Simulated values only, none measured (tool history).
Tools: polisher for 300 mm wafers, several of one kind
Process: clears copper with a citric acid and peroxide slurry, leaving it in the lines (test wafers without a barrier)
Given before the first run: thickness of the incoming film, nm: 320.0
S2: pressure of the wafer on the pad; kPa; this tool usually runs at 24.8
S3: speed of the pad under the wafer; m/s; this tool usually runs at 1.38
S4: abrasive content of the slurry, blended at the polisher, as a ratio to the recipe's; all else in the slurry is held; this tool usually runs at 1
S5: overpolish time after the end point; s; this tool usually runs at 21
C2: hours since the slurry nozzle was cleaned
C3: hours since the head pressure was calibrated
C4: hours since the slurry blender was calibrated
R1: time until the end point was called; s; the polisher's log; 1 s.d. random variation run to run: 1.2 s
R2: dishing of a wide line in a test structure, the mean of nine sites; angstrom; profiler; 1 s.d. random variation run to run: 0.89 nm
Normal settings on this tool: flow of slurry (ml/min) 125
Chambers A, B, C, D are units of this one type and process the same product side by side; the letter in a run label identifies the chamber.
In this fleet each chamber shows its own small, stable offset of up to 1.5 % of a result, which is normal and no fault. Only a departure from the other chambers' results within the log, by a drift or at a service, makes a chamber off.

Run 1C, hour 3.4: usual settings; wafers polished on this pad 949; C2 665; C3 313.1; C4 160.4. Result: R1 104.16 s, R2 432.31 angstrom.
Run 2A, hour 7.6: usual settings; wafers polished on this pad 341; C2 262.7; C3 117.8; C4 227.8. Result: R1 105.29 s, R2 426.8 angstrom.
Run 3B, hour 10.1: usual settings; wafers polished on this pad 106; C2 119.8; C3 545.5; C4 97.4. Result: R1 102.19 s, R2 432.62 angstrom.
Run 4D, hour 12.7: usual settings; wafers polished on this pad 291; C2 14.1; C3 66.8; C4 288.7. Result: R1 103.3 s, R2 431.8 angstrom.
Run 5D, hour 15.8: usual settings; wafers polished on this pad 311; C2 17.2; C3 69.9; C4 291.8. Result: R1 100.19 s, R2 439.22 angstrom.
Run 6C, hour 19.6: usual settings; wafers polished on this pad 1051; C2 681.2; C3 329.3; C4 176.6. Result: R1 102.16 s, R2 409.85 angstrom.
Run 7B, hour 22.3: usual settings; wafers polished on this pad 183; C2 132; C3 557.7; C4 109.6. Result: R1 103.26 s, R2 442.65 angstrom.
Run 8A, hour 24.4: usual settings but flow of slurry (ml/min) 95, S3 0.98 m/s; wafers polished on this pad 446; C2 279.5; C3 134.6; C4 244.6. Result: R1 154.39 s, R2 305.31 angstrom.
At hour 24.9: chamber C: worn pad replaced by a new one.
Run 9C, hour 27.1: usual settings but flow of slurry (ml/min) 95, S3 0.98 m/s; wafers polished on this pad 14; C2 688.7; C3 336.8; C4 184.1. Result: R1 153.14 s, R2 316.77 angstrom.
At hour 29.7: chamber D: slurry blender recalibrated.
Run 10B, hour 30.3: usual settings but flow of slurry (ml/min) 95, S3 0.98 m/s; wafers polished on this pad 233; C2 140; C3 565.7; C4 117.6. Result: R1 155.99 s, R2 314.3 angstrom.
Run 11D, hour 32.7: usual settings but flow of slurry (ml/min) 95, S3 0.98 m/s; wafers polished on this pad 417; C2 34.1; C3 86.8; C4 3.1. Result: R1 148.31 s, R2 318.24 angstrom.
Run 12A, hour 35.5: usual settings; wafers polished on this pad 516; C2 290.6; C3 145.7; C4 255.7. Result: R1 104.03 s, R2 442.16 angstrom.
Run 13A, hour 38.5: usual settings; wafers polished on this pad 535; C2 293.6; C3 148.7; C4 258.7. Result: R1 103.76 s, R2 417.23 angstrom.
Run 14B, hour 41.3: usual settings; wafers polished on this pad 302; C2 151; C3 576.7; C4 128.6. Result: R1 103.14 s, R2 443.89 angstrom.
Run 15C, hour 43.4: usual settings but S2 29 kPa; wafers polished on this pad 116; C2 705; C3 353.1; C4 200.4. Result: R1 90.012 s, R2 496.64 angstrom.
Run 16D, hour 47.1: usual settings but S2 29 kPa; wafers polished on this pad 507; C2 48.5; C3 101.2; C4 17.5. Result: R1 87.629 s, R2 497.9 angstrom.
Run 17D, hour 49.5: usual settings but S2 29 kPa; wafers polished on this pad 522; C2 50.9; C3 103.6; C4 19.9. Result: R1 85.651 s, R2 507.36 angstrom.
Run 18A, hour 52.8: usual settings but S2 29 kPa; wafers polished on this pad 625; C2 307.9; C3 163; C4 273. Result: R1 90.015 s, R2 472.32 angstrom.
At hour 54: chamber A: worn pad replaced by a new one.
Run 19B, hour 54.7: usual settings but S3 1.76 m/s, S5 15 s; wafers polished on this pad 386; C2 164.4; C3 590.1; C4 142. Result: R1 84.591 s, R2 394.71 angstrom.
Run 20C, hour 57.4: usual settings but S3 1.76 m/s, S5 15 s; wafers polished on this pad 204; C2 719; C3 367.1; C4 214.4. Result: R1 80.235 s, R2 402.64 angstrom.
Run 21D, hour 60: usual settings but S3 1.76 m/s, S5 15 s; wafers polished on this pad 588; C2 61.4; C3 114.1; C4 30.4. Result: R1 79.595 s, R2 406.91 angstrom.
Run 22B, hour 61.9: usual settings but S3 1.76 m/s, S5 15 s; wafers polished on this pad 431; C2 171.6; C3 597.3; C4 149.2. Result: R1 85.769 s, R2 397.23 angstrom.
Run 23C, hour 65.2: usual settings but S2 17.2 kPa, S5 14 s; wafers polished on this pad 253; C2 726.8; C3 374.9; C4 222.2. Result: R1 149.33 s, R2 223.06 angstrom.
Run 24A, hour 67.6: usual settings but S2 17.2 kPa, S5 14 s; wafers polished on this pad 85; C2 322.7; C3 177.8; C4 287.8. Result: R1 147.13 s, R2 214.39 angstrom.
Run 25B, hour 71.6: usual settings but S2 17.2 kPa, S5 14 s; wafers polished on this pad 492; C2 181.3; C3 607; C4 158.9. Result: R1 155.97 s, R2 213.1 angstrom.
Run 26C, hour 74.6: usual settings but S2 17.2 kPa, S5 14 s; wafers polished on this pad 311; C2 736.2; C3 384.3; C4 231.6. Result: R1 148.49 s, R2 225.95 angstrom.
Run 27D, hour 77.7: usual settings; wafers polished on this pad 699; C2 79.1; C3 131.8; C4 48.1. Result: R1 102.02 s, R2 440.05 angstrom.
Run 28A, hour 80.7: usual settings but flow of slurry (ml/min) 145, S2 22.1 kPa; wafers polished on this pad 167; C2 335.8; C3 190.9; C4 300.9. Result: R1 112.34 s, R2 394.89 angstrom.
Run 29A, hour 83.5: usual settings but flow of slurry (ml/min) 145, S2 22.1 kPa; wafers polished on this pad 185; C2 338.6; C3 193.7; C4 303.7. Result: R1 112.98 s, R2 388.31 angstrom.
Run 30C, hour 87.6: usual settings but flow of slurry (ml/min) 145, S2 22.1 kPa; wafers polished on this pad 393; C2 749.2; C3 397.3; C4 244.6. Result: R1 113.43 s, R2 390.34 angstrom.
Run 31D, hour 90.7: usual settings but flow of slurry (ml/min) 145, S2 22.1 kPa; wafers polished on this pad 781; C2 92.1; C3 144.8; C4 61.1. Result: R1 114.89 s, R2 404.97 angstrom.
Run 32B, hour 93.2: usual settings but S2 22.1 kPa, S4 1.25; wafers polished on this pad 627; C2 202.9; C3 628.6; C4 180.5. Result: R1 125.4 s, R2 370.68 angstrom.

For the next run the whole fleet of 4 chambers uses the same settings. Give each chamber's results:
Run 33A, hour 96.3: usual settings. Result: R1 ?, R2 ?.
Run 33B, hour 96.3: usual settings. Result: R1 ?, R2 ?.
Run 33C, hour 96.3: usual settings. Result: R1 ?, R2 ?.
Run 33D, hour 96.3: usual settings. Result: R1 ?, R2 ?.

run      R1      R2
33A  102.45  425.19
33B  121.28  387.87
33C  103.57  440.86
33D  103.02  437.26

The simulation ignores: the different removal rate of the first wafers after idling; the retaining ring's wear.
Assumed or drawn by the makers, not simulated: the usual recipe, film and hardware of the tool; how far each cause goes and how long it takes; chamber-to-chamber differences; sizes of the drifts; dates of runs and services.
